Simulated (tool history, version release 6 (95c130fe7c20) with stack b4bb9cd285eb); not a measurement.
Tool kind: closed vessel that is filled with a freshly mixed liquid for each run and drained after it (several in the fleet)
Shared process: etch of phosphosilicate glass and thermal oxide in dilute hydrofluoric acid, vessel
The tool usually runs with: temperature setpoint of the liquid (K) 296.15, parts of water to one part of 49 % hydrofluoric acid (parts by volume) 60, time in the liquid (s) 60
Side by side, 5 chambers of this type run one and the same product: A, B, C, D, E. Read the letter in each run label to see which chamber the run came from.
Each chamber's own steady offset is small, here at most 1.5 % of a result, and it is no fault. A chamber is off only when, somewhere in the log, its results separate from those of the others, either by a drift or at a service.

run     day  temperature setpoint of the liquid (K)  parts of water to one part of 49 % hydrofluoric acid (parts by volume)  time in the liquid (s)  hours since the thermometer was replaced  hours since the hydrofluoric acid flow meter was replaced  read-back film thickness of the phosphosilicate glass reference wafer, read on the same gauge (nm)  read-back film thickness of the thermal oxide reference wafer, read on the same gauge (nm)  thickness taken off the phosphosilicate glass on a monitor wafer (nm)  thickness taken off the thermal oxide on a monitor wafer (nm)
 1E   0.288                                  296.15                                                                      60                      60                                     109.8                                                      286.1                                                                                              120.02                                                                                      120.00                                                                101.060                                                         4.6449
 2A   0.617                                  296.15                                                                      60                      60                                      27.6                                                      580.9                                                                                              120.00                                                                                      119.97                                                                103.670                                                         4.6623
 3D   0.971                                  296.15                                                                      60                      60                                    1338.5                                                     1433.8                                                                                              120.00                                                                                      120.02                                                                101.310                                                         4.6704
 4B   1.275                                  296.15                                                                      60                      60                                     310.5                                                      290.9                                                                                              120.00                                                                                      119.99                                                                101.020                                                         4.7047
 5C   1.508                                  296.15                                                                      60                      60                                    1047.9                                                      487.3                                                                                              120.00                                                                                      120.02                                                                103.040                                                         4.6102
 6E   1.758                                  296.15                                                                      60                      60                                     145.1                                                      321.4                                                                                              120.03                                                                                      120.01                                                                101.740                                                         4.6399
 7A   2.100                                  300.65                                                                      85                      60                                      63.2                                                      616.5                                                                                              120.01                                                                                      120.00                                                                 85.126                                                         3.8449
 8C   2.400                                  300.65                                                                      85                      60                                    1069.3                                                      508.7                                                                                              120.00                                                                                      119.98                                                                 84.742                                                         3.8048
 9D   2.667                                  300.65                                                                      85                      60                                    1379.2                                                     1474.5                                                                                              119.99                                                                                      120.00                                                                 82.863                                                         3.8080
10B   3.017                                  300.65                                                                      85                      60                                     352.3                                                      332.7                                                                                              119.98                                                                                      120.01                                                                 82.754                                                         3.8475
11C   3.412                                  300.65                                                                      85                      60                                    1093.6                                                      533.0                                                                                              120.02                                                                                      120.00                                                                 84.562                                                         3.8188
      3.742  -- chamber D: thermometer replaced
12A   3.754                                  296.15                                                                      60                      60                                     102.9                                                      656.2                                                                                              119.98                                                                                      120.02                                                                102.460                                                         4.6457
13E   4.004                                  292.15                                                                      60                      60                                     199.0                                                      375.3                                                                                              120.03                                                                                      119.98                                                                 85.341                                                         3.8879
14B   4.188                                  292.15                                                                      60                      60                                     380.4                                                      360.8                                                                                              119.99                                                                                      119.99                                                                 85.792                                                         3.9431
15D   4.458                                  292.15                                                                      60                      60                                      17.3                                                     1517.5                                                                                              120.00                                                                                      120.01                                                                 85.477                                                         3.9292
16D   4.804                                  292.15                                                                      60                      60                                      25.6                                                     1525.8                                                                                              119.99                                                                                      120.04                                                                 85.570                                                         3.9294
17B   5.104                                  292.15                                                                      60                      60                                     402.4                                                      382.8                                                                                              120.02                                                                                      119.99                                                                 85.720                                                         3.9544
18A   5.358                                  296.15                                                                      60                      60                                     141.4                                                      694.7                                                                                              120.00                                                                                      119.98                                                                102.760                                                         4.6373
19C   5.612                                  296.15                                                                      60                      60                                    1146.4                                                      585.8                                                                                              119.98                                                                                      119.99                                                                103.230                                                         4.6530
20E   5.975                                  296.15                                                                      60                      45                                     246.3                                                      422.6                                                                                              119.99                                                                                      120.02                                                                 76.244                                                         3.4870
21B   6.225                                  296.15                                                                      60                      45                                     429.3                                                      409.7                                                                                              119.98                                                                                      120.00                                                                 75.935                                                         3.5373
22C   6.604                                  296.15                                                                      60                      45                                    1170.2                                                      609.6                                                                                              120.00                                                                                      119.99                                                                 77.349                                                         3.5185
23E   6.996                                  296.15                                                                      60                      45                                     270.8                                                      447.1                                                                                              120.04                                                                                      119.99                                                                 76.112                                                         3.4702
24A   7.262                                  296.15                                                                      60                      45                                     187.1                                                      740.4                                                                                              120.01                                                                                      119.98                                                                 76.985                                                         3.4971
      7.542  -- chamber D: hydrofluoric acid flow meter replaced
25D   7.608                                  296.15                                                                      60                      60                                      92.9                                                        1.7                                                                                              120.02                                                                                      119.96                                                                101.520                                                         4.6013
26C   7.896                                  296.15                                                                      60                      60                                    1201.2                                                      640.6                                                                                              119.98                                                                                      119.98                                                                102.850                                                         4.6601
27E   8.112                                  296.15                                                                      60                      60                                     297.6                                                      473.9                                                                                              120.01                                                                                      119.98                                                                101.890                                                         4.6360
28B   8.462                                  296.15                                                                      60                      60                                     483.0                                                      463.4                                                                                              120.00                                                                                      119.99                                                                100.650                                                         4.6330
29A   8.712                                  296.15                                                                      60                      60                                     221.9                                                      775.2                                                                                              120.01                                                                                      119.95                                                                102.780                                                         4.6450
30D   8.942                                  296.15                                                                      60                      60                                     124.9                                                       33.7                                                                                              119.98                                                                                      120.01                                                                101.680                                                         4.6402
31E   9.262                                  296.15                                                                      60                      60                                     325.2                                                      501.5                                                                                              119.99                                                                                      120.00                                                                101.820                                                         4.6412
32A   9.488                                  296.15                                                                      60                      60                                     240.5                                                      793.8                                                                                              120.02                                                                                      120.01                                                                103.280                                                         4.6011
33D   9.762                                  296.15                                                                      60                      60                                     144.6                                                       53.4                                                                                              119.99                                                                                      119.98                                                                100.520                                                         4.6066
34B  10.121                                  296.15                                                                      60                      60                                     522.8                                                      503.2                                                                                              120.02                                                                                      120.02                                                                101.470                                                         4.7017
35C  10.296                                  296.15                                                                      60                      60                                    1258.8                                                      698.2                                                                                              120.01                                                                                      119.99                                                                103.240                                                         4.6914

All 5 chambers run these settings next. Forecast each chamber's results:
36A  10.583                                  296.15                                                                      40                      60                                                                                                                                                                                                                                                                                                                                                                           ?                                                              ?
36B  10.583                                  296.15                                                                      40                      60                                                                                                                                                                                                                                                                                                                                                                           ?                                                              ?
36C  10.583                                  296.15                                                                      40                      60                                                                                                                                                                                                                                                                                                                                                                           ?                                                              ?
36D  10.583                                  296.15                                                                      40                      60                                                                                                                                                                                                                                                                                                                                                                           ?                                                              ?
36E  10.583                                  296.15                                                                      40                      60                                                                                                                                                                                                                                                                                                                                                                           ?                                                              ?

run  thickness taken off the phosphosilicate glass on a monitor wafer (nm)  thickness taken off the thermal oxide on a monitor wafer (nm)
36A                                                                157.430                                                         7.1671
36B                                                                155.160                                                         7.2084
36C                                                                158.030                                                         7.1201
36D                                                                154.320                                                         7.0845
36E                                                                156.730                                                         7.2121
